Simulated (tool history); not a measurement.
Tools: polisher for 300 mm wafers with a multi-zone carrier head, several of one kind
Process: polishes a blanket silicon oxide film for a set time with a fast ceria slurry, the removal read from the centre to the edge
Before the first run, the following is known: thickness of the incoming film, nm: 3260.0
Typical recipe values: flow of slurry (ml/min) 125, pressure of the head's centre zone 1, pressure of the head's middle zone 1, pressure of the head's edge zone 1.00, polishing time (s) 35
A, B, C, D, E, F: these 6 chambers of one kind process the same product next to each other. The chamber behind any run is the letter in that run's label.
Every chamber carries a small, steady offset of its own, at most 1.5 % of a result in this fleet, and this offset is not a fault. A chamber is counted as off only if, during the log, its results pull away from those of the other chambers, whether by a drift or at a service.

run	hour	flow of slurry (ml/min)	pressure of the head's centre zone	pressure of the head's middle zone	pressure of the head's edge zone	polishing time (s)	film removed at the wafer's centre (angstrom)	film removed at mid-radius (angstrom)	film removed at the wafer's edge (angstrom)
1F	4.4	125	1	1	1.00	35	4125.4	4134.7	4049.0
# hour 5.1: chamber C: slurry nozzle cleaned
2E	12.3	125	1	1	1.00	35	4087.5	4123.5	4191.3
# hour 15.3: chamber C: worn pad replaced by a new one
# hour 16.3: chamber F: worn pad replaced by a new one
3B	17.3	125	1	1	1.00	35	4197.3	4133.4	4148.0
# hour 18.1: chamber B: slurry nozzle cleaned
# hour 18.1: chamber E: worn pad replaced by a new one
4C	21.9	125	1	1	1.00	35	4170.9	4070.0	4120.3
# hour 23.0: chamber A: edge zone pressure recalibrated
# hour 24.8: chamber A: slurry nozzle cleaned
# hour 28.2: chamber A: worn pad replaced by a new one
5A	31.0	125	1	1	1.00	35	4126.1	4189.0	4072.5
# hour 39.3: chamber B: worn pad replaced by a new one
6D	40.2	125	1	1	1.04	27	3146.6	3195.4	3204.8
7D	47.6	125	1	1	1.04	27	3164.9	3215.4	3247.7
8B	56.9	125	1	1	1.04	27	3175.9	3154.1	3222.0
9E	61.5	125	1	1	1.04	27	3134.3	3199.6	3162.0
# hour 63.0: chamber E: worn pad replaced by a new one
# hour 64.0: chamber F: worn pad replaced by a new one
10C	65.8	125	1	1	1.04	27	3210.2	3184.3	3233.2
# hour 71.4: chamber D: worn pad replaced by a new one
11F	75.4	125	1	1	1.04	27	3183.5	3233.0	3221.6
12A	83.2	155	1	1	1.00	35	4288.5	4327.1	4123.7
# hour 84.0: chamber C: worn pad replaced by a new one
13A	91.5	155	1	1	1.00	35	4306.1	4240.3	4259.9
14B	99.0	155	1	1	1.00	35	4376.0	4354.9	4370.2
15C	106.0	155	1	1	1.00	35	4307.5	4242.5	4253.6
# hour 107.2: chamber E: worn pad replaced by a new one
16E	110.4	155	1	1	1.00	35	4262.8	4266.8	4292.2
# hour 112.9: chamber B: worn pad replaced by a new one
# hour 114.7: chamber A: worn pad replaced by a new one
17F	115.3	155	1	1	1.00	35	4327.0	4252.7	4206.3
# hour 118.1: chamber C: centre zone pressure recalibrated
# hour 119.6: chamber F: worn pad replaced by a new one
18D	121.2	125	1	1	1.00	35	4105.8	4092.0	4187.5
19F	129.8	125	1	1	1.00	35	4100.1	4084.3	4166.5
20B	138.2	125	1	1	1.00	35	4136.4	4126.0	4159.2
# hour 141.6: chamber F: edge zone pressure recalibrated
21C	143.9	125	1	1	1.00	35	4297.3	4081.7	4166.6
22D	149.6	125	1	1	1.00	35	4084.0	4082.2	4086.9
# hour 150.0: chamber E: worn pad replaced by a new one
# hour 150.4: chamber D: worn pad replaced by a new one
23A	156.1	125	1	1	1.00	35	4110.9	4168.7	4183.8
# hour 159.0: chamber C: worn pad replaced by a new one
24E	161.5	125	1	1	1.00	35	4051.4	4157.4	4255.0
25B	165.9	125	1	1	1.00	35	4170.9	4110.4	4109.4
# hour 170.2: chamber F: worn pad replaced by a new one
26C	172.9	125	1	1	1.00	35	4355.7	3987.8	4132.4
27F	178.7	125	1	1	1.00	35	4174.2	4134.9	4106.5
# hour 179.9: chamber B: worn pad replaced by a new one
28A	185.8	125	1	1	1.00	35	4135.2	4111.9	4186.2
# hour 186.4: chamber A: worn pad replaced by a new one
29E	194.0	125	1	1	1.00	35	4047.4	4126.3	4061.4
# hour 200.8: chamber E: worn pad replaced by a new one
30D	201.6	125	1	1	1.00	35	4136.1	4070.2	4048.7
31C	208.3	125	1	1	1.00	35	4365.5	4053.3	4186.8
# hour 216.9: chamber F: worn pad replaced by a new one
32F	217.7	125	1	1	1.00	35	4117.3	4182.5	4076.2
# hour 226.0: chamber D: worn pad replaced by a new one
33D	226.1	125	1	1	1.00	35	4139.7	4146.1	4239.5
34A	234.2	125	1	1	1.00	35	4123.6	4095.3	4109.0
35B	239.5	125	1	1	1.00	35	4132.2	4118.0	4121.8
36E	248.5	125	1	1	1.00	35	4074.3	4099.3	4102.6

All chambers now run identical settings, listed one chamber a line with results as question marks. What results will each chamber show?
37A	255.6	105	1	1	1.00	35	?	?	?
37B	255.6	105	1	1	1.00	35	?	?	?
37C	255.6	105	1	1	1.00	35	?	?	?
37D	255.6	105	1	1	1.00	35	?	?	?
37E	255.6	105	1	1	1.00	35	?	?	?
37F	255.6	105	1	1	1.00	35	?	?	?

run	film removed at the wafer's centre (angstrom)	film removed at mid-radius (angstrom)	film removed at the wafer's edge (angstrom)
37A	3884.8	3941.8	3994.6
37B	3928.4	3947.5	4033.3
37C	4089.4	3929.9	4064.5
37D	3892.9	3866.4	3963.8
37E	3867.2	3924.4	4047.6
37F	3889.2	3956.6	3952.1
